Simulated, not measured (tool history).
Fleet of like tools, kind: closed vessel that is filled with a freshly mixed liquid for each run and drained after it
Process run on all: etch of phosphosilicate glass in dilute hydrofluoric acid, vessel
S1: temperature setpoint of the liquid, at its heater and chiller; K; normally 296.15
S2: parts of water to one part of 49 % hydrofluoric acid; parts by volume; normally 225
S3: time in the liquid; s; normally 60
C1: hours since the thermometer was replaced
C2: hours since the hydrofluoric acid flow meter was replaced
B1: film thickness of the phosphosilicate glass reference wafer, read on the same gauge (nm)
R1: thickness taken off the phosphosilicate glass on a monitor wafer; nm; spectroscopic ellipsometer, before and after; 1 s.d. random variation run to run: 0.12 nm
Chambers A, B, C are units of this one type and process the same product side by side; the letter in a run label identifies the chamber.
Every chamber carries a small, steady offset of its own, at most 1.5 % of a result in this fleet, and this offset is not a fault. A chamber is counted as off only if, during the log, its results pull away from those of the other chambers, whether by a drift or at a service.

run,hour,S1,S2,S3,C1,C2,B1,R1
1B,8.0,296.15,225,60,210.3,163.8,90.003,27.092
2A,13.3,296.15,225,60,988.2,472.8,90.002,26.345
3C,23.6,296.15,225,60,1443.4,157.3,89.991,26.678
4B,33.1,296.15,225,60,235.4,188.9,89.986,27.036
5A,40.7,296.15,225,60,1015.6,500.2,89.996,26.506
6C,47.1,296.15,225,60,1466.9,180.8,90.013,26.746
7A,55.0,296.15,225,60,1029.9,514.5,89.988,26.494
8C,59.6,296.15,225,60,1479.4,193.3,89.998,26.648
9B,67.5,296.15,225,60,269.8,223.3,89.997,27.220
10B,76.3,296.15,225,60,278.6,232.1,89.990,27.041
11A,82.8,296.15,225,60,1057.7,542.3,90.011,26.661
12C,90.6,296.15,225,60,1510.4,224.3,89.984,26.586
13B,99.5,296.15,225,60,301.8,255.3,90.016,27.106
14C,106.1,296.15,225,60,1525.9,239.8,90.003,26.398
15A,112.9,296.15,225,60,1087.8,572.4,89.986,26.369
16C,117.9,296.15,225,60,1537.7,251.6,90.010,26.298
17B,123.3,296.15,225,60,325.6,279.1,90.004,27.204
18A,131.7,296.15,225,60,1106.6,591.2,89.992,26.486
19C,139.3,296.15,225,60,1559.1,273.0,90.012,26.446
20A,148.5,296.15,225,60,1123.4,608.0,89.993,26.501
21B,157.2,296.15,225,60,359.5,313.0,90.004,26.985
22A,163.5,296.15,225,60,1138.4,623.0,89.990,26.593
23C,168.6,296.15,225,60,1588.4,302.3,90.005,25.896
24B,173.7,296.15,225,60,376.0,329.5,89.990,27.208
25A,180.2,296.15,225,60,1155.1,639.7,90.008,26.421
26B,186.9,296.15,225,60,389.2,342.7,89.990,27.103
27C,191.8,296.15,225,60,1611.6,325.5,89.990,25.722
28C,201.3,296.15,225,60,1621.1,335.0,89.993,25.701
29A,207.8,296.15,225,60,1182.7,667.3,90.005,26.701
30B,214.5,296.15,225,60,416.8,370.3,90.001,27.152
31A,222.3,294.15,265,60,1197.2,681.8,90.015,20.063
32C,229.6,294.15,265,60,1649.4,363.3,89.970,19.406
33B,235.8,294.15,265,60,438.1,391.6,90.000,20.335
34A,242.8,296.15,225,60,1217.7,702.3,90.012,26.359
35C,248.4,296.15,225,60,1668.2,382.1,90.012,25.077
36B,254.3,296.15,305,60,456.6,410.1,90.006,18.437

What goes on in this fleet: one chamber off, a drifting gauge, or nothing beyond the chambers' own small offsets? Name the chamber and the cause, if any.

It is chamber C that slowly wanders off from its peers.
Likeliest cause: hydrofluoric acid flow below the setpoint (%) = 4.4.
The log might look much the same if the cause were instead: liquid colder than its thermometer reads (K).

Here are 4 candidates for chamber C's next run, each the usual settings with a change, their results left as question marks. Which one brings its results back in line with what the others give on the usual settings?
In line means no further than this from the other chambers' mean on the usual settings: R1 0.410 nm
37C-1,261.6,296.15,230,60,,,,?
37C-2,261.6,296.15,220,60,,,,?
37C-3,261.6,296.15,215,60,,,,?
37C-4,261.6,294.65,225,60,,,,?

The other chambers' mean on the usual settings: R1 26.749 nm
run,R1
37C-1,24.481
37C-2,25.859
37C-3,26.597
37C-4,23.807
Change 37C-3 lands the chamber within the allowed miss of the other chambers.

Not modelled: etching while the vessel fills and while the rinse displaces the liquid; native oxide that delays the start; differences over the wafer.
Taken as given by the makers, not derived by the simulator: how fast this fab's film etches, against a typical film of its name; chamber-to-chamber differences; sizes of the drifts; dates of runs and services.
